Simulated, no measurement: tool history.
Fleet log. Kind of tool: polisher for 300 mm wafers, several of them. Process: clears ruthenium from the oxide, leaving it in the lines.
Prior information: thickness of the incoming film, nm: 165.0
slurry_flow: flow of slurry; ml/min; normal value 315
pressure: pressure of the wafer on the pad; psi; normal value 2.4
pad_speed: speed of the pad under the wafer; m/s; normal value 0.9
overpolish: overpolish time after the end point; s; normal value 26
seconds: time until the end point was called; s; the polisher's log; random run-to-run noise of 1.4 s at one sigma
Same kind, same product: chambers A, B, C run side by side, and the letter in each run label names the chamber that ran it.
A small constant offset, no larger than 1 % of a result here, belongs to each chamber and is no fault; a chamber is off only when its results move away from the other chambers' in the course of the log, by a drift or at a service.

run	hour	slurry_flow	pressure	pad_speed	overpolish	wafers polished on this pad	hours since the slurry nozzle was cleaned	hours since the head pressure was calibrated	seconds
1A	2.7	315	2.4	0.9	26	195	193.1	1144.9	131.71
2B	5.8	315	2.4	0.9	26	939	742	446	133.31
# hour 6: chamber C: head pressure recalibrated
3C	9.5	315	2.4	0.9	26	327	107.7	3.5	131.72
4B	12.4	315	2.4	0.9	26	1000	748.6	452.6	133.3
5C	14.3	315	2.4	0.9	26	371	112.5	8.3	133.79
6A	17.3	315	2.4	0.9	26	329	207.7	1159.5	133.78
7B	19.3	315	2.4	0.9	26	1063	755.5	459.5	131.48
8C	23.3	315	2.4	0.9	26	454	121.5	17.3	133.57
9A	27.3	315	2	0.9	26	421	217.7	1169.5	160.55
10A	30.2	315	2	0.9	26	448	220.6	1172.4	161.17
# hour 31.7: chamber C: worn pad replaced by a new one
11B	33.3	315	2	0.9	26	1191	769.5	473.5	160.55
12C	36.5	315	2.4	0.9	26	44	134.7	30.5	134.69
13A	39.5	315	2.4	0.9	26	533	229.9	1181.7	134.1
14B	42.9	315	2.4	0.9	26	1279	779.1	483.1	133.59
15C	46.8	315	2.4	0.9	26	139	145	40.8	134.51
16B	49.4	315	2.4	0.9	26	1339	785.6	489.6	133.24
# hour 49.7: chamber A: worn pad replaced by a new one
17C	51.5	315	2.4	0.9	26	182	149.7	45.5	135.85
18A	55.9	315	2.4	0.9	26	57	246.3	1198.1	134.66
# hour 58.3: chamber A: head pressure recalibrated
19A	59.9	315	2.4	0.9	26	94	250.3	1.7	147.17
20C	62.3	235	2.7	0.9	26	281	160.5	56.3	122.01
21B	64.3	235	2.7	0.9	26	1475	800.5	504.5	120.49
# hour 64.4: chamber A: slurry nozzle cleaned
# hour 64.8: chamber B: slurry nozzle cleaned
22C	66.7	235	2.7	0.9	26	321	164.9	60.7	121.62
# hour 70: chamber B: worn pad replaced by a new one
23B	70.6	315	2.4	0.9	26	5	5.9	510.8	132.59
24A	74.2	315	2.4	0.9	26	225	9.8	16	147.4
25A	78	315	2.4	0.9	26	260	13.6	19.8	145.12
26B	81	315	2.7	0.66	26	101	16.3	521.2	158.57
# hour 85.1: chamber C: worn pad replaced by a new one
27C	85.1	315	2.7	0.66	26	0	183.3	79.1	160.14
28B	88.7	315	2.7	0.66	26	171	24	528.9	158.91
29C	91.5	315	2.4	0.9	26	59	189.7	85.5	132.44
30A	95.8	315	2.4	0.9	26	423	31.4	37.6	147.55

Next, every chamber runs the same settings. What will each give?
31A	99	315	2.4	0.9	26				?
31B	99	315	2.4	0.9	26				?
31C	99	315	2.4	0.9	26				?

run	seconds
31A	146.1
31B	131.09
31C	132.37

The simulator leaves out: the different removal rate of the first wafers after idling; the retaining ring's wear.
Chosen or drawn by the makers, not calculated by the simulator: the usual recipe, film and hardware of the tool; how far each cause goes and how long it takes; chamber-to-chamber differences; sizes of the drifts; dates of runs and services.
